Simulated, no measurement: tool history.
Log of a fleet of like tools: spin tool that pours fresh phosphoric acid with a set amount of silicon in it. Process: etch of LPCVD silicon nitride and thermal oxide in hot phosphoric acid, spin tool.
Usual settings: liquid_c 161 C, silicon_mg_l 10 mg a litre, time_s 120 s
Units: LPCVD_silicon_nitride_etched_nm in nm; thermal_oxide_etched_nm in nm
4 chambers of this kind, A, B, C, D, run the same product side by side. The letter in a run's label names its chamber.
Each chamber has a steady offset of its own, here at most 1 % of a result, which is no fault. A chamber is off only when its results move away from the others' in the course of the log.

run,hour,liquid_c,silicon_mg_l,time_s,hours since the thermometer was replaced,hours since the dissolved silicon flow meter was replaced,hours since the heated supply line was repaired,"read-back film thickness of the LPCVD silicon nitride reference wafer, read on the same gauge (nm)","read-back film thickness of the thermal oxide reference wafer, read on the same gauge (nm)",LPCVD_silicon_nitride_etched_nm,thermal_oxide_etched_nm
1A,8.2,161,10,120,288.8,1629.2,1394.7,99.978,100.03,9.422,0.2947
2B,20.7,161,10,120,696.1,1675.9,369,100.01,99.98,9.4449,0.28882
3D,29.1,161,10,120,3078.5,84.5,139.5,100.04,100.02,9.3399,0.29336
4C,43.5,161,10,120,1103.8,853.7,1240.8,99.996,100,9.4298,0.26201
5D,58.1,161,10,120,3107.5,113.5,168.5,99.962,99.988,9.3152,0.26791
6C,66.2,161,10,120,1126.5,876.4,1263.5,100,99.977,9.5517,0.28545
7B,77,161,10,120,752.4,1732.2,425.3,100.01,100.04,9.3879,0.30088
8A,84.8,161,10,120,365.4,1705.8,1471.3,100.06,99.996,9.3468,0.28194
9C,99.8,161,10,120,1160.1,910,1297.1,99.99,99.988,9.4501,0.31974
10D,108.7,161,10,120,3158.1,164.1,219.1,99.991,100.01,9.3758,0.26086
# hour 118.3: chamber C: heated supply line repaired
11B,122,161,10,120,797.4,1777.2,470.3,99.951,100,9.3903,0.2475
12A,129.8,161,10,120,410.4,1750.8,1516.3,100,100.02,9.441,0.25705
13A,144.6,161,10,120,425.2,1765.6,1531.1,100.02,99.972,9.4817,0.25256
14C,156.7,162,7,120,1217,966.9,38.4,99.994,100,9.7613,0.33239
15D,166.2,162,7,120,3215.6,221.6,276.6,100.05,100.01,9.6958,0.25751
# hour 176: chamber D: thermometer replaced
16B,178.2,162,7,120,853.6,1833.4,526.5,99.982,100.01,9.7122,0.34122
17B,192.3,162,7,120,867.7,1847.5,540.6,99.952,100.06,9.7127,0.35039
18D,204.1,161,10,120,28.1,259.5,314.5,100.03,100.02,9.3914,0.27072
19C,215.9,161,10,120,1276.2,1026.1,97.6,99.986,100,9.1894,0.26636
# hour 217.7: chamber B: dissolved silicon flow meter replaced
20A,227.5,161,10,120,508.1,1848.5,1614,100.01,100.01,9.4126,0.26216
21C,242,161,10,60,1302.3,1052.2,123.7,100.02,99.995,4.619,0.14793
22B,253.2,161,10,60,928.6,35.5,601.5,99.999,100.01,4.6661,0.14659
23D,265.3,161,10,60,89.3,320.7,375.7,100.02,100,4.7056,0.15198
24A,271.8,161,10,60,552.4,1892.8,1658.3,100.01,99.974,4.6917,0.13749
25B,279.6,161,10,120,955,61.9,627.9,100.04,100.01,9.4531,0.30554
26D,286.9,161,10,120,110.9,342.3,397.3,100,99.963,9.3221,0.32085
27C,296.8,161,3,120,1357.1,1107,178.5,100.03,99.966,9.0912,0.30349
28A,304.4,161,3,120,585,1925.4,1690.9,100,100.02,9.3631,0.31449
29B,317.3,161,3,120,992.7,99.6,665.6,99.978,100.03,9.3919,0.33054
30C,324.1,161,3,120,1384.4,1134.3,205.8,99.991,99.979,9.1005,0.286
31A,338.2,161,10,120,618.8,1959.2,1724.7,100.03,99.997,9.5202,0.28546
32D,345,161,2.5,90,169,400.4,455.4,100.02,99.974,7.0134,0.24511
33C,353.6,161,2.5,90,1413.9,1163.8,235.3,99.984,99.986,6.7925,0.22458
34D,361.8,161,2.5,90,185.8,417.2,472.2,99.988,99.976,6.9895,0.23137
35A,375.1,161,2.5,90,655.7,1996.1,1761.6,100,100.02,7.0653,0.24544
36B,385.1,161,10,120,1060.5,167.4,733.4,100.02,100.01,9.3387,0.29352

Is one chamber off against the others, does the gauge drift, or is nothing wrong? If a chamber is off, say which, and what the likeliest cause is.

Chamber C drifts away from the others.
Cause: liquid colder than its thermometer reads (K) = 1.82.
The log may not tell that from: temperature lost on the way to the wafer (K).

Here are 4 candidates for chamber C's next run, each the usual settings with a change, their results left as question marks. Which one brings its results back in line with what the others give on the usual settings?
In line means no further than this from the other chambers' mean on the usual settings: LPCVD_silicon_nitride_etched_nm 0.16 nm; thermal_oxide_etched_nm 0.078 nm
37C-1,396,161.5,9,120,,,,,,?,?
37C-2,396,160.5,11,120,,,,,,?,?
37C-3,396,161.5,8,125,,,,,,?,?
37C-4,396,160.5,12,115,,,,,,?,?

The other chambers' mean on the usual settings: LPCVD_silicon_nitride_etched_nm 9.3903 nm; thermal_oxide_etched_nm 0.28331 nm
run,LPCVD_silicon_nitride_etched_nm,thermal_oxide_etched_nm
37C-1,9.0559,0.25867
37C-2,8.7497,0.22934
37C-3,9.4332,0.2753
37C-4,8.3852,0.21479
37C-3 brings the chamber back in line.
